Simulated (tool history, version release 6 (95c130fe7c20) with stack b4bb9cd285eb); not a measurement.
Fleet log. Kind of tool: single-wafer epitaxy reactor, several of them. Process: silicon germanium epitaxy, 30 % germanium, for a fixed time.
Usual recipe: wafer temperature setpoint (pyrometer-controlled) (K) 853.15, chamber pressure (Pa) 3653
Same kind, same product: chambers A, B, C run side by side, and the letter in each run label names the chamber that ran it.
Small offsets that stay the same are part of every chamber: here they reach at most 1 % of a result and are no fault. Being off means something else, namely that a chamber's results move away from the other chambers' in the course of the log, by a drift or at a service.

run     day  wafer temperature setpoint (pyrometer-controlled) (K)  chamber pressure (Pa)  hours since the last pyrometer calibration  hours since the last manometer calibration  read-back reference wafer on the same gauge, thickness_nm  mean film thickness on the monitor wafer (Å)
 1A   0.529                                                 853.15                   3653                                      1655.7                                       282.8                                                     53.295                                        457.64
 2C   1.046                                                 853.15                   3653                                      1175.2                                      1021.6                                                     53.295                                        458.88
 3B   1.304                                                 853.15                   3653                                      2091.6                                      1071.1                                                     53.275                                        462.93
 4A   1.579                                                 853.15                   3653                                      1680.9                                         308                                                     53.286                                        456.94
 5B   2.117                                                 853.15                   3653                                      2111.1                                      1090.6                                                     53.262                                        462.68
      2.458  -- chamber B: pyrometer calibrated
 6C   2.571                                                 861.15                   4280                                      1211.8                                      1058.2                                                     53.258                                        570.93
 7B   3.112                                                 861.15                   4280                                        15.7                                      1114.5                                                     53.255                                        572.64
 8C   3.438                                                 861.15                   4280                                      1232.6                                        1079                                                      53.25                                        569.14
 9A   3.746                                                 853.15                   3653                                      1732.9                                         360                                                      53.24                                        457.19
10C   4.088                                                 853.15                   3653                                      1248.2                                      1094.6                                                     53.232                                        459.08
11B    4.65                                                 853.15                   3653                                        52.6                                      1151.4                                                     53.216                                        461.77
12A   4.933                                                 853.15                   3653                                      1761.4                                       388.5                                                      53.23                                        456.46
13A   5.475                                                 853.15                   3653                                      1774.4                                       401.5                                                     53.223                                        456.44
14C   5.817                                                 842.15                   3280                                      1289.7                                      1136.1                                                     53.203                                        354.96
15B   6.392                                                 842.15                   3280                                        94.4                                      1193.2                                                     53.206                                         358.9
16A   6.654                                                 842.15                   3280                                      1802.7                                       429.8                                                     53.215                                        351.69
17C   7.217                                                 853.15                   3653                                      1323.3                                      1169.7                                                      53.19                                        458.76
18B   7.783                                                 853.15                   3653                                       127.8                                      1226.6                                                     53.187                                         461.6
19C   8.133                                                 853.15                   3653                                      1345.3                                      1191.7                                                     53.162                                        458.26
      8.204  -- chamber C: pyrometer calibrated
20A    8.45                                                 853.15                   3653                                      1845.8                                       472.9                                                     53.165                                        455.72
21B   8.871                                                 853.15                   3653                                       153.9                                      1252.7                                                     53.157                                        461.14
22C   9.196                                                 853.15                   3653                                        23.8                                      1217.2                                                      53.14                                        457.58
23B   9.546                                                 843.15                   4080                                       170.1                                      1268.9                                                     53.156                                        397.92
24A   9.929                                                 843.15                   4080                                      1881.3                                       508.4                                                     53.132                                        392.96
25C  10.442                                                 843.15                   4080                                        53.7                                      1247.1                                                     53.145                                        392.83
26A  10.758                                                 853.15                   3653                                      1901.2                                       528.3                                                     53.139                                        455.89
27B  11.329                                                 853.15                   3653                                       212.9                                      1311.7                                                     53.122                                        460.35
28B  11.721                                                 853.15                   3653                                       222.3                                      1321.1                                                     53.117                                        460.58
29A  12.092                                                 853.15                   3653                                      1933.2                                       560.3                                                     53.103                                        455.34
30C  12.408                                                 853.15                   3653                                       100.9                                      1294.3                                                     53.118                                        458.39
31B  12.825                                                 853.15                   3653                                       248.8                                      1347.6                                                     53.101                                        461.97
32C  13.208                                                 853.15                   3653                                       120.1                                      1313.5                                                     53.106                                        456.45
33A  13.504                                                 853.15                   3653                                      1967.1                                       594.2                                                     53.108                                        454.69
34A    13.9                                                 853.15                   2946                                      1976.6                                       603.7                                                     53.086                                        416.87
35C  14.338                                                 853.15                   2946                                       147.2                                      1340.6                                                      53.09                                        418.55
36B  14.883                                                 853.15                   2946                                       298.2                                        1397                                                     53.086                                        422.35
37C  15.262                                                 853.15                   3653                                       169.4                                      1362.8                                                     53.044                                        457.88
38B  15.758                                                 848.15                   3306                                       319.2                                        1418                                                      53.07                                        402.79
39A  16.142                                                 848.15                   3306                                      2030.4                                       657.5                                                     53.045                                        397.12
40A  16.454                                                 848.15                   3306                                      2037.9                                         665                                                     53.032                                        396.59
41B  16.754                                                 862.15                   4066                                       343.1                                      1441.9                                                     53.028                                        569.47
42C  17.212                                                 862.15                   4066                                       216.2                                      1409.6                                                     53.042                                        567.26
43A  17.688                                                 862.15                   4066                                      2067.5                                       694.6                                                     53.025                                        565.07
44C  18.096                                                 853.15                   3653                                       237.4                                      1430.8                                                     53.018                                        456.87

Is one chamber off against the others, does the gauge drift, or is nothing wrong? If a chamber is off, say which, and what the likeliest cause is.

None of the chambers is off. What moves is the gauge, dragging all their readings along together.
What lies behind it: gauge reads low (%) = 0.538.
